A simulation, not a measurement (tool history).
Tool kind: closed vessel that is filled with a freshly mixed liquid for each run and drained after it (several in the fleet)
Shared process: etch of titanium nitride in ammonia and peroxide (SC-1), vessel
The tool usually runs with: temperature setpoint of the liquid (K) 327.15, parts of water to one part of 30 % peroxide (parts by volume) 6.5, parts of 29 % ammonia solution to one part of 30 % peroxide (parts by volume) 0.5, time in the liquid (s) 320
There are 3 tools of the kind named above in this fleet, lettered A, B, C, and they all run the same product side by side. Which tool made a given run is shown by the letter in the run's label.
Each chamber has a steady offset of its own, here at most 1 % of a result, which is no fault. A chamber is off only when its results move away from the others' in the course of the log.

run,hour,temperature setpoint of the liquid (K),parts of water to one part of 30 % peroxide (parts by volume),parts of 29 % ammonia solution to one part of 30 % peroxide (parts by volume),time in the liquid (s),"read-back film thickness of the titanium nitride reference wafer, read on the same gauge (nm)",thickness taken off the titanium nitride on a monitor wafer (Å)
1B,4.2,327.15,6.5,0.5,320,150.01,177.48
2C,10.2,327.15,6.5,0.5,320,150,178.05
3A,14.9,327.15,6.5,0.5,320,150.02,176.78
4C,19.8,327.15,6.5,0.5,320,150.01,178.09
5B,24.1,327.15,6.5,0.5,320,149.98,176.8
6A,32.1,327.15,6.5,0.5,320,149.99,177.86
7A,38.7,327.15,5,0.4,320,150,194.17
8B,44,327.15,5,0.4,320,149.98,193.5
9C,48.7,327.15,5,0.4,320,150,196.36
10C,54.6,327.15,6.5,0.5,320,150,179.98
11B,58.5,334.65,8.5,0.5,320,150.01,251.66
12A,64.1,334.65,8.5,0.5,320,149.97,256.06
13A,70.7,334.65,8.5,0.5,320,150,258.58
14C,78.8,327.15,6.5,0.5,320,149.99,179.7
15B,83.7,327.15,6.5,0.5,320,150,177.53
16C,88.7,327.15,6.5,0.5,320,150,180.48
17A,96.7,327.15,6.5,0.5,320,149.98,178.15
18B,104.6,327.15,6.5,0.5,320,150.04,177.55
19C,112.1,327.15,6.5,0.5,320,149.97,181.09
20B,120.1,327.15,6.5,0.5,320,150,176.43
21A,123.9,327.15,6.5,0.5,320,149.98,177.16
# hour 127.6: chamber A: thermometer replaced
22A,128.6,327.15,6.5,0.5,320,150,177.1
23C,133.5,327.15,6.5,0.5,320,150.01,181.55
24B,141.7,327.15,6.5,0.5,320,150.02,177.01
25B,146.9,327.15,6.5,0.5,320,150.02,177.04
26A,154.2,327.15,6.5,0.5,320,150.03,178.23
27C,160,327.15,6.5,0.5,320,150.02,180.91
# hour 160.7: chamber B: new drum of ammonia solution connected
28C,165.2,327.15,5,0.4,320,150.02,198.67
29A,172.9,327.15,5,0.4,320,150.02,193.15
30B,179.8,327.15,5,0.4,320,150,193.42
31C,187.5,327.15,6.5,0.5,320,149.98,182.76
32A,191.4,327.15,6.5,0.7,320,150.05,187.49
33B,198.6,327.15,6.5,0.7,320,150,185.58
34B,203.8,327.15,6.5,0.7,320,149.97,187.77

Is one chamber off against the others, does the gauge drift, or is nothing wrong? If a chamber is off, say which, and what the likeliest cause is.

One chamber, C, drifts off from the rest bit by bit.
Most likely cause: liquid hotter than its thermometer reads (K) = 0.384.

Which of the 4 candidates below, each the usual settings with something changed and its results left as question marks, puts chamber C back in line with what the other chambers give on the usual settings?
Allowed miss from the other chambers' usual-settings mean, per result, to count as in line: thickness taken off the titanium nitride on a monitor wafer (Å) 2.3
35C-1,209.7,327.15,6.5,0.5,345,,?
35C-2,209.7,327.15,6.5,0.5,330,,?
35C-3,209.7,327.15,7.5,0.5,320,,?
35C-4,209.7,327.15,6.5,0.5,310,,?

Usual-settings mean across the other chambers: thickness taken off the titanium nitride on a monitor wafer (Å) 177.19
run,thickness taken off the titanium nitride on a monitor wafer (Å)
35C-1,196.91
35C-2,188.35
35C-3,170.12
35C-4,176.93
35C-4 is the one that brings the chamber's results back in line with the other chambers.
